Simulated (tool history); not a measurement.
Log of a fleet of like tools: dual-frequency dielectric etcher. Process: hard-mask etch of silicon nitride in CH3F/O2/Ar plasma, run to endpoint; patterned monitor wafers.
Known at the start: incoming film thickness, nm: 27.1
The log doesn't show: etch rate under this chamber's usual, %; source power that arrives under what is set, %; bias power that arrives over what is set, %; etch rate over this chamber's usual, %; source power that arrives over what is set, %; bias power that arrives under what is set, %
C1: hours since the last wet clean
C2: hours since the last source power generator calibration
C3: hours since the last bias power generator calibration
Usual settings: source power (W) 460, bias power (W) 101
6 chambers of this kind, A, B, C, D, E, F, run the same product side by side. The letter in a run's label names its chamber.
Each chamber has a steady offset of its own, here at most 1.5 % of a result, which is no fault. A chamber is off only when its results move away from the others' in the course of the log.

At hour 8.7: chamber D: wet clean of the chamber.
Run 1C, hour 10.5: usual settings; C1 123.8; C2 360.0; C3 3349.8. Result: endpoint time (s) 33.540.
Run 2F, hour 19.6: usual settings; C1 86.1; C2 2212.1; C3 846.0. Result: endpoint time (s) 32.518.
Run 3D, hour 27.9: usual settings; C1 19.3; C2 3120.2; C3 3218.3. Result: endpoint time (s) 33.437.
Run 4B, hour 38.3: usual settings; C1 75.5; C2 1764.2; C3 497.2. Result: endpoint time (s) 32.647.
Run 5E, hour 45.8: usual settings; C1 58.1; C2 408.0; C3 2539.3. Result: endpoint time (s) 32.834.
At hour 47.1: chamber D: bias power generator calibrated.
Run 6A, hour 55.3: usual settings; C1 304.9; C2 655.8; C3 2368.8. Result: endpoint time (s) 33.404.
Run 7B, hour 61.9: usual settings; C1 99.1; C2 1787.8; C3 520.8. Result: endpoint time (s) 32.909.
Run 8E, hour 71.0: usual settings; C1 83.3; C2 433.2; C3 2564.5. Result: endpoint time (s) 32.896.
Run 9C, hour 77.3: usual settings; C1 190.6; C2 426.8; C3 3416.6. Result: endpoint time (s) 33.500.
At hour 84.4: chamber D: source power generator calibrated.
Run 10A, hour 86.9: usual settings; C1 336.5; C2 687.4; C3 2400.4. Result: endpoint time (s) 33.284.
Run 11D, hour 97.8: usual settings; C1 89.2; C2 13.5; C3 50.8. Result: endpoint time (s) 33.265.
Run 12F, hour 103.0: usual settings; C1 169.5; C2 2295.5; C3 929.4. Result: endpoint time (s) 32.419.
Run 13A, hour 109.0: usual settings but source power (W) 500, bias power (W) 79; C1 358.6; C2 709.5; C3 2422.5. Result: endpoint time (s) 35.965.
Run 14E, hour 117.1: usual settings but source power (W) 500, bias power (W) 79; C1 129.4; C2 479.3; C3 2610.6. Result: endpoint time (s) 34.588.
Run 15F, hour 125.7: usual settings but source power (W) 500, bias power (W) 79; C1 192.2; C2 2318.2; C3 952.1. Result: endpoint time (s) 34.441.
Run 16C, hour 132.8: usual settings but source power (W) 500, bias power (W) 79; C1 246.1; C2 482.3; C3 3472.1. Result: endpoint time (s) 35.320.
Run 17B, hour 138.3: usual settings but source power (W) 500, bias power (W) 79; C1 175.5; C2 1864.2; C3 597.2. Result: endpoint time (s) 35.035.
Run 18D, hour 148.1: usual settings but source power (W) 500, bias power (W) 79; C1 139.5; C2 63.8; C3 101.1. Result: endpoint time (s) 35.060.
Run 19A, hour 155.7: usual settings; C1 405.3; C2 756.2; C3 2469.2. Result: endpoint time (s) 33.863.
Run 20E, hour 166.1: usual settings; C1 178.4; C2 528.3; C3 2659.6. Result: endpoint time (s) 32.875.
Run 21D, hour 171.3: usual settings; C1 162.7; C2 87.0; C3 124.3. Result: endpoint time (s) 33.231.
Run 22C, hour 176.3: usual settings; C1 289.6; C2 525.8; C3 3515.6. Result: endpoint time (s) 33.212.
Run 23F, hour 184.3: usual settings; C1 250.8; C2 2376.8; C3 1010.7. Result: endpoint time (s) 32.446.
Run 24B, hour 191.0: usual settings; C1 228.2; C2 1916.9; C3 649.9. Result: endpoint time (s) 32.996.
Run 25D, hour 197.2: usual settings; C1 188.6; C2 112.9; C3 150.2. Result: endpoint time (s) 33.013.
Run 26C, hour 207.6: usual settings; C1 320.9; C2 557.1; C3 3546.9. Result: endpoint time (s) 33.193.
Run 27B, hour 212.6: usual settings; C1 249.8; C2 1938.5; C3 671.5. Result: endpoint time (s) 32.971.
Run 28E, hour 222.6: usual settings; C1 234.9; C2 584.8; C3 2716.1. Result: endpoint time (s) 32.692.
Run 29A, hour 232.5: usual settings; C1 482.1; C2 833.0; C3 2546.0. Result: endpoint time (s) 35.262.
Run 30F, hour 238.9: usual settings; C1 305.4; C2 2431.4; C3 1065.3. Result: endpoint time (s) 32.586.
Run 31B, hour 244.6: usual settings; C1 281.8; C2 1970.5; C3 703.5. Result: endpoint time (s) 32.848.
Run 32C, hour 255.7: usual settings but source power (W) 400, bias power (W) 113; C1 369.0; C2 605.2; C3 3595.0. Result: endpoint time (s) 33.410.
Run 33A, hour 260.8: usual settings but source power (W) 400, bias power (W) 113; C1 510.4; C2 861.3; C3 2574.3. Result: endpoint time (s) 35.347.
Run 34D, hour 268.6: usual settings but source power (W) 400, bias power (W) 113; C1 260.0; C2 184.3; C3 221.6. Result: endpoint time (s) 33.586.
Run 35E, hour 274.6: usual settings but source power (W) 400, bias power (W) 113; C1 286.9; C2 636.8; C3 2768.1. Result: endpoint time (s) 33.187.
Run 36F, hour 280.8: usual settings but source power (W) 400, bias power (W) 113; C1 347.3; C2 2473.3; C3 1107.2. Result: endpoint time (s) 33.180.
Run 37A, hour 287.6: usual settings but source power (W) 400, bias power (W) 113; C1 537.2; C2 888.1; C3 2601.1. Result: endpoint time (s) 35.458.

Next, every chamber runs the same settings. What will each give?
Run 38A, hour 295.8: usual settings. Result: endpoint time (s) ?.
Run 38B, hour 295.8: usual settings. Result: endpoint time (s) ?.
Run 38C, hour 295.8: usual settings. Result: endpoint time (s) ?.
Run 38D, hour 295.8: usual settings. Result: endpoint time (s) ?.
Run 38E, hour 295.8: usual settings. Result: endpoint time (s) ?.
Run 38F, hour 295.8: usual settings. Result: endpoint time (s) ?.

run  endpoint time (s)
38A             35.496
38B             33.209
38C             33.174
38D             33.268
38E             32.854
38F             32.713

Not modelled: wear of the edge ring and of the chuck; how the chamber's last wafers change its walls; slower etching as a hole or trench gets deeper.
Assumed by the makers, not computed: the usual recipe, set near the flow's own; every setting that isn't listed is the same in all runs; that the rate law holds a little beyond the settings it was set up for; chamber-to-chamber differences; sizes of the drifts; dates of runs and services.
